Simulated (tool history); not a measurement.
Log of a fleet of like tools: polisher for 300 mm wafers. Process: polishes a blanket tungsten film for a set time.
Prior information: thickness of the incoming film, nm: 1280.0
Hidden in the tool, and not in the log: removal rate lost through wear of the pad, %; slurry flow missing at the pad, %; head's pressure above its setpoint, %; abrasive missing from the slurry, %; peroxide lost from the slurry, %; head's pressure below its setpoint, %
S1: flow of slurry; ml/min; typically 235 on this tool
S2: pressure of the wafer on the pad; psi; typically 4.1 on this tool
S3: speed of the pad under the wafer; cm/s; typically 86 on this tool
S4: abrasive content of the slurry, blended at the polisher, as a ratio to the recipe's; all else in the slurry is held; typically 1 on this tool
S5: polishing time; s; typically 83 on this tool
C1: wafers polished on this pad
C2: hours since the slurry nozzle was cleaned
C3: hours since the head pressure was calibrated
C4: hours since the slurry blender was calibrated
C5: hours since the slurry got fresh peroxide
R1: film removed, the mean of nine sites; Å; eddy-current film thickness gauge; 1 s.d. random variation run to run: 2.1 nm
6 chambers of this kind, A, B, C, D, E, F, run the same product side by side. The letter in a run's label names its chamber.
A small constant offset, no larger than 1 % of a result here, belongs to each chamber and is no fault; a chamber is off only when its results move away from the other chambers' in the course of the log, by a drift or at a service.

At hour 5.2: chamber F: slurry tank refilled with fresh slurry and peroxide.
At hour 7.2: chamber D: slurry tank refilled with fresh slurry and peroxide.
Run 1C, hour 13.9: usual settings; C1 462; C2 204.6; C3 56.5; C4 16.8; C5 77.4. Result: R1 3019.8 Å.
Run 2A, hour 21.8: usual settings; C1 420; C2 584.1; C3 26.4; C4 168.5; C5 53.9. Result: R1 3037.8 Å.
Run 3F, hour 28.5: usual settings; C1 815; C2 372.8; C3 457; C4 49.7; C5 23.4. Result: R1 3005.3 Å.
Run 4B, hour 42.8: usual settings; C1 712; C2 175.7; C3 389.9; C4 227.3; C5 48.3. Result: R1 3004.6 Å.
At hour 48.5: chamber A: slurry blender recalibrated.
At hour 50: chamber A: slurry nozzle cleaned.
At hour 53.6: chamber A: slurry tank refilled with fresh slurry and peroxide.
Run 5D, hour 56.8: usual settings; C1 1073; C2 115.9; C3 459.8; C4 110.2; C5 49.7. Result: R1 2960.1 Å.
At hour 57.3: chamber D: worn pad replaced by a new one.
At hour 60.2: chamber C: worn pad replaced by a new one.
At hour 63.2: chamber B: slurry tank refilled with fresh slurry and peroxide.
At hour 65.7: chamber A: worn pad replaced by a new one.
At hour 66.3: chamber E: worn pad replaced by a new one.
Run 6E, hour 66.9: usual settings; C1 8; C2 144.4; C3 80.3; C4 309.9; C5 67.5. Result: R1 3081.4 Å.
At hour 72.2: chamber C: slurry tank refilled with fresh slurry and peroxide.
Run 7C, hour 74.1: usual settings; C1 192; C2 264.8; C3 116.7; C4 77; C5 1.9. Result: R1 3032.5 Å.
At hour 74.6: chamber B: worn pad replaced by a new one.
At hour 76.8: chamber C: slurry nozzle cleaned.
Run 8D, hour 83.4: usual settings; C1 359; C2 142.5; C3 486.4; C4 136.8; C5 76.3. Result: R1 2983 Å.
At hour 83.8: chamber E: slurry tank refilled with fresh slurry and peroxide.
Run 9B, hour 94.2: usual settings; C1 270; C2 227.1; C3 441.3; C4 278.7; C5 31.1. Result: R1 3045.6 Å.
At hour 94.9: chamber D: slurry tank refilled with fresh slurry and peroxide.
Run 10A, hour 101.1: usual settings; C1 488; C2 51.2; C3 105.7; C4 52.7; C5 47.5. Result: R1 3021.9 Å.
At hour 101.8: chamber D: slurry blender recalibrated.
At hour 105.5: chamber B: slurry nozzle cleaned.
Run 11E, hour 111.2: usual settings; C1 618; C2 188.7; C3 124.6; C4 354.2; C5 27.5. Result: R1 3048.7 Å.
At hour 111.4: chamber F: slurry nozzle cleaned.
Run 12F, hour 118: usual settings; C1 2047; C2 6.6; C3 546.5; C4 139.2; C5 112.9. Result: R1 3017.3 Å.
Run 13A, hour 127: usual settings; C1 845; C2 77.1; C3 131.6; C4 78.6; C5 73.4. Result: R1 3037.8 Å.
At hour 132: chamber A: slurry tank refilled with fresh slurry and peroxide.
At hour 132.4: chamber B: slurry tank refilled with fresh slurry and peroxide.
At hour 136.1: chamber C: worn pad replaced by a new one.
At hour 137: chamber D: worn pad replaced by a new one.
Run 14E, hour 138.1: usual settings; C1 988; C2 215.6; C3 151.5; C4 381.1; C5 54.4. Result: R1 3053.6 Å.
At hour 144.2: chamber E: slurry blender recalibrated.
At hour 145.6: chamber E: worn pad replaced by a new one.
At hour 146.3: chamber A: worn pad replaced by a new one.
Run 15F, hour 147.4: usual settings; C1 2452; C2 36; C3 575.9; C4 168.6; C5 142.3. Result: R1 3002.1 Å.
At hour 149.3: chamber F: slurry tank refilled with fresh slurry and peroxide.
At hour 159.3: chamber E: slurry tank refilled with fresh slurry and peroxide.
At hour 159.4: chamber B: worn pad replaced by a new one.
Run 16D, hour 160.7: usual settings; C1 326; C2 219.8; C3 563.7; C4 59; C5 65.8. Result: R1 3014.4 Å.
Run 17B, hour 171.1: usual settings but S4 1.3, S5 95 s; C1 161; C2 65.6; C3 518.2; C4 355.6; C5 38.8. Result: R1 3691.9 Å.
At hour 173.1: chamber D: slurry tank refilled with fresh slurry and peroxide.
Run 18C, hour 180.5: usual settings but S4 1.3, S5 95 s; C1 612; C2 103.8; C3 223.1; C4 183.4; C5 108.3. Result: R1 3665.5 Å.
Run 19E, hour 187.2: usual settings but S4 1.3, S5 95 s; C1 572; C2 264.7; C3 200.6; C4 43; C5 28. Result: R1 3699.9 Å.
Run 20A, hour 200.3: usual settings but S4 1.3, S5 95 s; C1 743; C2 150.4; C3 204.9; C4 151.9; C5 68.3. Result: R1 3649.1 Å.
At hour 204.3: chamber C: worn pad replaced by a new one.
Run 21B, hour 206.7: usual settings but S4 1.3, S5 95 s; C1 651; C2 101.2; C3 553.8; C4 391.2; C5 74.4. Result: R1 3695.7 Å.
At hour 207.2: chamber C: slurry tank refilled with fresh slurry and peroxide.
At hour 210.2: chamber B: slurry blender recalibrated.
At hour 211: chamber B: head pressure recalibrated.
At hour 211.3: chamber D: slurry nozzle cleaned.
Run 22F, hour 213.5: usual settings but S4 1.3, S5 95 s; C1 3362; C2 102.1; C3 642; C4 234.7; C5 64.3. Result: R1 3583.2 Å.
At hour 213.7: chamber B: slurry tank refilled with fresh slurry and peroxide.
Run 23C, hour 221.8: usual settings but S2 4.8 psi; C1 241; C2 145.1; C3 264.4; C4 224.7; C5 14.7. Result: R1 3519.4 Å.
At hour 222.6: chamber D: worn pad replaced by a new one.
At hour 224.3: chamber A: worn pad replaced by a new one.
At hour 227.6: chamber E: worn pad replaced by a new one.
At hour 227.7: chamber B: worn pad replaced by a new one.
Run 24D, hour 230.1: usual settings but S2 4.8 psi; C1 103; C2 18.8; C3 633.1; C4 128.4; C5 57. Result: R1 3517.1 Å.
At hour 232.5: chamber A: slurry tank refilled with fresh slurry and peroxide.
Run 25B, hour 241.5: usual settings but S2 4.8 psi; C1 190; C2 136; C3 30.5; C4 31.4; C5 27.8. Result: R1 3520.2 Å.
At hour 244.5: chamber E: slurry nozzle cleaned.
At hour 249.1: chamber E: slurry tank refilled with fresh slurry and peroxide.
Run 26E, hour 252: usual settings but S2 4.8 psi; C1 337; C2 7.5; C3 265.4; C4 107.8; C5 3. Result: R1 3536.1 Å.
At hour 253: chamber D: slurry tank refilled with fresh slurry and peroxide.
Run 27A, hour 266.4: usual settings but S2 4.8 psi; C1 580; C2 216.5; C3 271; C4 218; C5 34. Result: R1 3498 Å.
At hour 269.2: chamber D: slurry blender recalibrated.
At hour 271.2: chamber A: slurry blender recalibrated.
At hour 273.2: chamber C: slurry blender recalibrated.
Run 28F, hour 278.4: usual settings but S2 4.8 psi; C1 4255; C2 167; C3 706.9; C4 299.6; C5 129.2. Result: R1 3417.7 Å.
At hour 281.9: chamber C: worn pad replaced by a new one.
Run 29C, hour 287.9: usual settings; C1 82; C2 211.2; C3 330.5; C4 14.8; C5 80.8. Result: R1 3008.8 Å.
At hour 294.4: chamber A: worn pad replaced by a new one.
Run 30D, hour 298: usual settings; C1 1038; C2 86.7; C3 701; C4 28.8; C5 45. Result: R1 3036.7 Å.
At hour 298.7: chamber F: slurry tank refilled with fresh slurry and peroxide.
At hour 298.7: chamber B: slurry tank refilled with fresh slurry and peroxide.
At hour 300.7: chamber D: worn pad replaced by a new one.
Run 31A, hour 305.9: usual settings; C1 159; C2 256; C3 310.5; C4 34.7; C5 73.5. Result: R1 3020.4 Å.
At hour 310.8: chamber E: worn pad replaced by a new one.
At hour 311.4: chamber F: slurry blender recalibrated.
At hour 312.9: chamber B: worn pad replaced by a new one.
Run 32C, hour 314.2: usual settings; C1 444; C2 237.5; C3 356.8; C4 41.1; C5 107.1. Result: R1 3026.7 Å.
At hour 321.3: chamber E: slurry tank refilled with fresh slurry and peroxide.
Run 33D, hour 322.1: usual settings; C1 294; C2 110.8; C3 725.1; C4 52.9; C5 69.1. Result: R1 2998.9 Å.
At hour 325.1: chamber D: slurry tank refilled with fresh slurry and peroxide.
At hour 327.4: chamber A: slurry tank refilled with fresh slurry and peroxide.
Run 34E, hour 332.9: usual settings; C1 305; C2 88.4; C3 346.3; C4 188.7; C5 11.6. Result: R1 3015.8 Å.
Run 35F, hour 345.6: usual settings; C1 5180; C2 234.2; C3 774.1; C4 34.2; C5 46.9. Result: R1 2898.2 Å.
Run 36B, hour 354.8: usual settings; C1 577; C2 249.3; C3 143.8; C4 144.7; C5 56.1. Result: R1 3009.6 Å.
Run 37B, hour 362.6: usual settings; C1 684; C2 257.1; C3 151.6; C4 152.5; C5 63.9. Result: R1 3007.4 Å.
At hour 369: chamber D: worn pad replaced by a new one.
Run 38D, hour 373.5: usual settings; C1 62; C2 162.2; C3 776.5; C4 104.3; C5 48.5. Result: R1 2993.5 Å.
At hour 381.9: chamber A: worn pad replaced by a new one.
Run 39E, hour 383.6: usual settings; C1 1003; C2 139.1; C3 397; C4 239.4; C5 62.3. Result: R1 3051.1 Å.
Run 40A, hour 396.9: usual settings; C1 206; C2 347; C3 401.5; C4 125.7; C5 69.5. Result: R1 3012.1 Å.

Next, all 6 chambers run the settings below, one line each with question marks for the results. What does each chamber give?
Run 41A, hour 407.5: usual settings. Result: R1 ?.
Run 41B, hour 407.5: usual settings. Result: R1 ?.
Run 41C, hour 407.5: usual settings. Result: R1 ?.
Run 41D, hour 407.5: usual settings. Result: R1 ?.
Run 41E, hour 407.5: usual settings. Result: R1 ?.
Run 41F, hour 407.5: usual settings. Result: R1 ?.

run      R1
41A  3021.4
41B  3022.9
41C  2965.9
41D  2961.8
41E  3027.9
41F    2844
